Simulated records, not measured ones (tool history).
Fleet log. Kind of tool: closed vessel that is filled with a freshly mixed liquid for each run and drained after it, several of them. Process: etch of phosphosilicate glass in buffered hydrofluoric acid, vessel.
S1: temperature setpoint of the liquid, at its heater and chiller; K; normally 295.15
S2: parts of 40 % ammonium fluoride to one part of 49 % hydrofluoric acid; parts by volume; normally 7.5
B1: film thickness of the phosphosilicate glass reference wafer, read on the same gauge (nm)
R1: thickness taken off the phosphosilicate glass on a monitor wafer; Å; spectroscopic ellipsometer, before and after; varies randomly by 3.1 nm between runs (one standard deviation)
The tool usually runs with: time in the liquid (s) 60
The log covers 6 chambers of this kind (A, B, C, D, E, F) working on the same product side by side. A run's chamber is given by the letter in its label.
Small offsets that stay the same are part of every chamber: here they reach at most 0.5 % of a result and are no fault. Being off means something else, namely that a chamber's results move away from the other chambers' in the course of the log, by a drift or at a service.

run 1A hour=6.5 | S1=295.15 S2=7.5 time_in_the_liquid_(s)=60 | B1=139.97 | R1=3340.0
run 2B hour=17.1 | S1=295.15 S2=7.5 time_in_the_liquid_(s)=60 | B1=139.97 | R1=3485.2
-- hour=29.5 chamber C: hydrofluoric acid flow meter replaced
run 3F hour=29.6 | S1=295.15 S2=7.5 time_in_the_liquid_(s)=60 | B1=140.02 | R1=3459.9
run 4D hour=36.6 | S1=295.15 S2=7.5 time_in_the_liquid_(s)=60 | B1=140.01 | R1=3432.9
run 5E hour=46.9 | S1=295.15 S2=7.5 time_in_the_liquid_(s)=60 | B1=139.99 | R1=3372.8
run 6C hour=56.5 | S1=295.15 S2=7.5 time_in_the_liquid_(s)=60 | B1=139.99 | R1=3400.9
run 7B hour=64.5 | S1=295.15 S2=7.5 time_in_the_liquid_(s)=60 | B1=140.00 | R1=3424.6
run 8E hour=72.1 | S1=295.15 S2=7.5 time_in_the_liquid_(s)=60 | B1=140.00 | R1=3382.9
run 9C hour=79.5 | S1=295.15 S2=6.0 time_in_the_liquid_(s)=60 | B1=140.00 | R1=4333.4
-- hour=87.3 chamber F: thermometer replaced
run 10A hour=89.5 | S1=295.15 S2=6.0 time_in_the_liquid_(s)=60 | B1=139.98 | R1=4199.1
run 11D hour=96.8 | S1=295.15 S2=6.0 time_in_the_liquid_(s)=60 | B1=139.99 | R1=4257.1
run 12F hour=105.2 | S1=295.15 S2=6.0 time_in_the_liquid_(s)=60 | B1=139.98 | R1=4346.3
run 13F hour=112.6 | S1=295.15 S2=6.0 time_in_the_liquid_(s)=60 | B1=140.00 | R1=4242.3
run 14E hour=119.4 | S1=295.15 S2=6.0 time_in_the_liquid_(s)=60 | B1=139.98 | R1=4172.9
run 15A hour=128.1 | S1=295.15 S2=7.5 time_in_the_liquid_(s)=60 | B1=140.01 | R1=3441.9
run 16B hour=134.7 | S1=295.15 S2=7.5 time_in_the_liquid_(s)=60 | B1=140.01 | R1=3397.2
run 17D hour=142.6 | S1=295.15 S2=7.5 time_in_the_liquid_(s)=60 | B1=140.04 | R1=3451.3
run 18C hour=153.5 | S1=295.15 S2=7.5 time_in_the_liquid_(s)=60 | B1=139.97 | R1=3462.1
run 19E hour=161.0 | S1=295.15 S2=7.5 time_in_the_liquid_(s)=60 | B1=140.00 | R1=3388.7
run 20B hour=172.7 | S1=291.15 S2=7.5 time_in_the_liquid_(s)=75 | B1=139.99 | R1=3414.7
run 21A hour=182.5 | S1=291.15 S2=7.5 time_in_the_liquid_(s)=75 | B1=140.01 | R1=3405.8
run 22C hour=189.1 | S1=291.15 S2=7.5 time_in_the_liquid_(s)=75 | B1=140.00 | R1=3378.1
-- hour=198.4 chamber C: thermometer replaced
run 23D hour=199.2 | S1=291.15 S2=7.5 time_in_the_liquid_(s)=75 | B1=139.99 | R1=3572.0
run 24F hour=210.1 | S1=291.15 S2=7.5 time_in_the_liquid_(s)=75 | B1=139.97 | R1=3431.2
-- hour=214.5 chamber D: thermometer replaced
run 25F hour=223.3 | S1=291.15 S2=7.5 time_in_the_liquid_(s)=75 | B1=140.02 | R1=3458.2
run 26D hour=230.0 | S1=295.15 S2=7.5 time_in_the_liquid_(s)=45 | B1=139.98 | R1=2674.4
run 27C hour=239.3 | S1=295.15 S2=7.5 time_in_the_liquid_(s)=45 | B1=140.01 | R1=2602.5
-- hour=241.9 chamber F: hydrofluoric acid flow meter replaced
run 28E hour=252.3 | S1=295.15 S2=7.5 time_in_the_liquid_(s)=45 | B1=140.00 | R1=2557.4
run 29B hour=260.3 | S1=295.15 S2=7.5 time_in_the_liquid_(s)=45 | B1=140.00 | R1=2590.1
run 30A hour=267.9 | S1=295.15 S2=7.5 time_in_the_liquid_(s)=45 | B1=139.98 | R1=2537.0
run 31F hour=275.9 | S1=295.15 S2=7.5 time_in_the_liquid_(s)=45 | B1=140.00 | R1=2579.1
run 32B hour=282.4 | S1=295.15 S2=7.5 time_in_the_liquid_(s)=60 | B1=139.96 | R1=3462.6
run 33E hour=294.6 | S1=295.15 S2=7.5 time_in_the_liquid_(s)=60 | B1=139.99 | R1=3413.3
run 34A hour=304.6 | S1=295.15 S2=7.5 time_in_the_liquid_(s)=60 | B1=140.05 | R1=3403.5
run 35C hour=311.8 | S1=295.15 S2=7.5 time_in_the_liquid_(s)=60 | B1=139.99 | R1=3449.9
-- hour=317.4 chamber E: thermometer replaced
run 36D hour=319.9 | S1=295.15 S2=7.5 time_in_the_liquid_(s)=60 | B1=140.00 | R1=3677.9
run 37E hour=326.8 | S1=295.15 S2=7.5 time_in_the_liquid_(s)=60 | B1=140.00 | R1=3426.1
run 38D hour=334.0 | S1=295.15 S2=7.5 time_in_the_liquid_(s)=60 | B1=139.98 | R1=3723.2

Predict what each chamber gives when all 6 of them run the settings below next.
run 39A hour=343.9 | S1=297.65 S2=7.5 time_in_the_liquid_(s)=60 | R1=?
run 39B hour=343.9 | S1=297.65 S2=7.5 time_in_the_liquid_(s)=60 | R1=?
run 39C hour=343.9 | S1=297.65 S2=7.5 time_in_the_liquid_(s)=60 | R1=?
run 39D hour=343.9 | S1=297.65 S2=7.5 time_in_the_liquid_(s)=60 | R1=?
run 39E hour=343.9 | S1=297.65 S2=7.5 time_in_the_liquid_(s)=60 | R1=?
run 39F hour=343.9 | S1=297.65 S2=7.5 time_in_the_liquid_(s)=60 | R1=?

run=39A R1=3866.7
run=39B R1=3861.7
run=39C R1=3918.2
run=39D R1=4354.7
run=39E R1=3904.6
run=39F R1=3902.9

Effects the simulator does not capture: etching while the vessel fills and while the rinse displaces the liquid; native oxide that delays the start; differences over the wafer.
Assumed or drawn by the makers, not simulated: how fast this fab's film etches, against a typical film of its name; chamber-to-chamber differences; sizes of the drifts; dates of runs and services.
